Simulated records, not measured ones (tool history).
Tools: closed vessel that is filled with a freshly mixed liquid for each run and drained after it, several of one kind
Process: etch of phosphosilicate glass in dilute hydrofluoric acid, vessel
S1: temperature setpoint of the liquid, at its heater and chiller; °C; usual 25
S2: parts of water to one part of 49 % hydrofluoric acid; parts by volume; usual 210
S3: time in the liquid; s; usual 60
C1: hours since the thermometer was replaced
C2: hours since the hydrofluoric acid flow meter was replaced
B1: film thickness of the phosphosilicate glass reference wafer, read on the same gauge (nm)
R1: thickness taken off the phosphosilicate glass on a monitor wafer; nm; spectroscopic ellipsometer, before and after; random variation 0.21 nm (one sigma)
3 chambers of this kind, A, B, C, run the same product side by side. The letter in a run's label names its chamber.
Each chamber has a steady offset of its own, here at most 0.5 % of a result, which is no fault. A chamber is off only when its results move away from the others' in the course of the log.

run 1C hour=4.4 | S1=25 S2=210 S3=60 | C1=843.7 C2=963.9 | B1=110 | R1=32.211
run 2A hour=7.8 | S1=25 S2=210 S3=60 | C1=1726.9 C2=669.6 | B1=109.97 | R1=32.855
run 3B hour=12.7 | S1=25 S2=210 S3=60 | C1=560.3 C2=1082.3 | B1=110.04 | R1=32.708
run 4B hour=17.5 | S1=25 S2=210 S3=60 | C1=565.1 C2=1087.1 | B1=109.98 | R1=32.524
run 5C hour=22 | S1=25 S2=210 S3=60 | C1=861.3 C2=981.5 | B1=110 | R1=32.556
run 6A hour=24.6 | S1=25 S2=210 S3=60 | C1=1743.7 C2=686.4 | B1=110.02 | R1=32.397
run 7B hour=27.7 | S1=25 S2=210 S3=60 | C1=575.3 C2=1097.3 | B1=110.02 | R1=32.948
run 8C hour=32 | S1=25 S2=210 S3=60 | C1=871.3 C2=991.5 | B1=110 | R1=32.567
run 9A hour=36.1 | S1=28.5 S2=165 S3=60 | C1=1755.2 C2=697.9 | B1=109.98 | R1=49.915
run 10A hour=39.1 | S1=28.5 S2=165 S3=60 | C1=1758.2 C2=700.9 | B1=110.01 | R1=50.184
run 11C hour=42.1 | S1=28.5 S2=165 S3=60 | C1=881.4 C2=1001.6 | B1=110 | R1=50.17
run 12B hour=46 | S1=25 S2=210 S3=60 | C1=593.6 C2=1115.6 | B1=109.98 | R1=33.595
run 13A hour=49.6 | S1=25 S2=210 S3=60 | C1=1768.7 C2=711.4 | B1=109.98 | R1=32.385
run 14B hour=53.9 | S1=25 S2=210 S3=60 | C1=601.5 C2=1123.5 | B1=109.98 | R1=33.768
run 15C hour=58.5 | S1=25 S2=210 S3=60 | C1=897.8 C2=1018 | B1=110.03 | R1=32.993
run 16A hour=62.4 | S1=25 S2=210 S3=60 | C1=1781.5 C2=724.2 | B1=110.03 | R1=33.066
run 17B hour=66 | S1=25 S2=210 S3=60 | C1=613.6 C2=1135.6 | B1=110.04 | R1=33.515
run 18C hour=70.1 | S1=25 S2=210 S3=60 | C1=909.4 C2=1029.6 | B1=110 | R1=32.58
run 19B hour=73 | S1=25 S2=210 S3=60 | C1=620.6 C2=1142.6 | B1=110.02 | R1=33.688
run 20A hour=75.8 | S1=25 S2=210 S3=60 | C1=1794.9 C2=737.6 | B1=110.03 | R1=32.233
run 21C hour=79.2 | S1=25 S2=210 S3=60 | C1=918.5 C2=1038.7 | B1=110.01 | R1=32.89
run 22B hour=82.4 | S1=25 S2=210 S3=60 | C1=630 C2=1152 | B1=110 | R1=33.982
run 23C hour=84.8 | S1=25 S2=210 S3=60 | C1=924.1 C2=1044.3 | B1=110 | R1=32.79
run 24A hour=87.4 | S1=25 S2=210 S3=60 | C1=1806.5 C2=749.2 | B1=109.98 | R1=32.763
run 25A hour=90.6 | S1=25 S2=210 S3=60 | C1=1809.7 C2=752.4 | B1=110.02 | R1=32.514
run 26B hour=93 | S1=25 S2=210 S3=60 | C1=640.6 C2=1162.6 | B1=109.99 | R1=34.035
run 27C hour=96.8 | S1=25 S2=210 S3=60 | C1=936.1 C2=1056.3 | B1=110.05 | R1=32.57
run 28C hour=99.6 | S1=25 S2=210 S3=60 | C1=938.9 C2=1059.1 | B1=110 | R1=32.977
run 29A hour=103.4 | S1=25 S2=210 S3=60 | C1=1822.5 C2=765.2 | B1=109.98 | R1=32.555
run 30B hour=106.4 | S1=25 S2=210 S3=60 | C1=654 C2=1176 | B1=110.01 | R1=34.11
run 31C hour=110.2 | S1=25 S2=210 S3=60 | C1=949.5 C2=1069.7 | B1=110.03 | R1=32.875
run 32A hour=113.5 | S1=25 S2=175 S3=60 | C1=1832.6 C2=775.3 | B1=110.03 | R1=41.261
run 33B hour=117.9 | S1=25 S2=175 S3=60 | C1=665.5 C2=1187.5 | B1=110.02 | R1=43.057
run 34C hour=121.8 | S1=25 S2=175 S3=60 | C1=961.1 C2=1081.3 | B1=110 | R1=40.877
run 35A hour=126.4 | S1=25 S2=210 S3=60 | C1=1845.5 C2=788.2 | B1=110.04 | R1=32.724
run 36B hour=129.8 | S1=20 S2=210 S3=60 | C1=677.4 C2=1199.4 | B1=110 | R1=29.043
run 37A hour=132.4 | S1=20 S2=210 S3=60 | C1=1851.5 C2=794.2 | B1=110 | R1=26.775
run 38C hour=137.3 | S1=20 S2=210 S3=60 | C1=976.6 C2=1096.8 | B1=109.98 | R1=27.075

Is one chamber off against the others, does the gauge drift, or is nothing wrong? If a chamber is off, say which, and what the likeliest cause is.

Chamber B drifts away from the others.
Cause: liquid hotter than its thermometer reads (K) = 1.71.
The log may not tell that from: hydrofluoric acid flow above the setpoint (%).

Here are 4 candidates for chamber B's next run, each the usual settings with a change, their results left as question marks. Which one brings its results back in line with what the others give on the usual settings?
In line means no further than this from the other chambers' mean on the usual settings: R1 0.74 nm
run 39B-1 hour=140.8 | S1=25 S2=220 S3=60 | R1=?
run 39B-2 hour=140.8 | S1=25 S2=205 S3=60 | R1=?
run 39B-3 hour=140.8 | S1=25 S2=200 S3=60 | R1=?
run 39B-4 hour=140.8 | S1=25 S2=215 S3=60 | R1=?

The other chambers' mean on the usual settings: R1 32.703 nm
run=39B-1 R1=32.794
run=39B-2 R1=35.746
run=39B-3 R1=36.831
run=39B-4 R1=33.73
39B-1 brings the chamber back in line.

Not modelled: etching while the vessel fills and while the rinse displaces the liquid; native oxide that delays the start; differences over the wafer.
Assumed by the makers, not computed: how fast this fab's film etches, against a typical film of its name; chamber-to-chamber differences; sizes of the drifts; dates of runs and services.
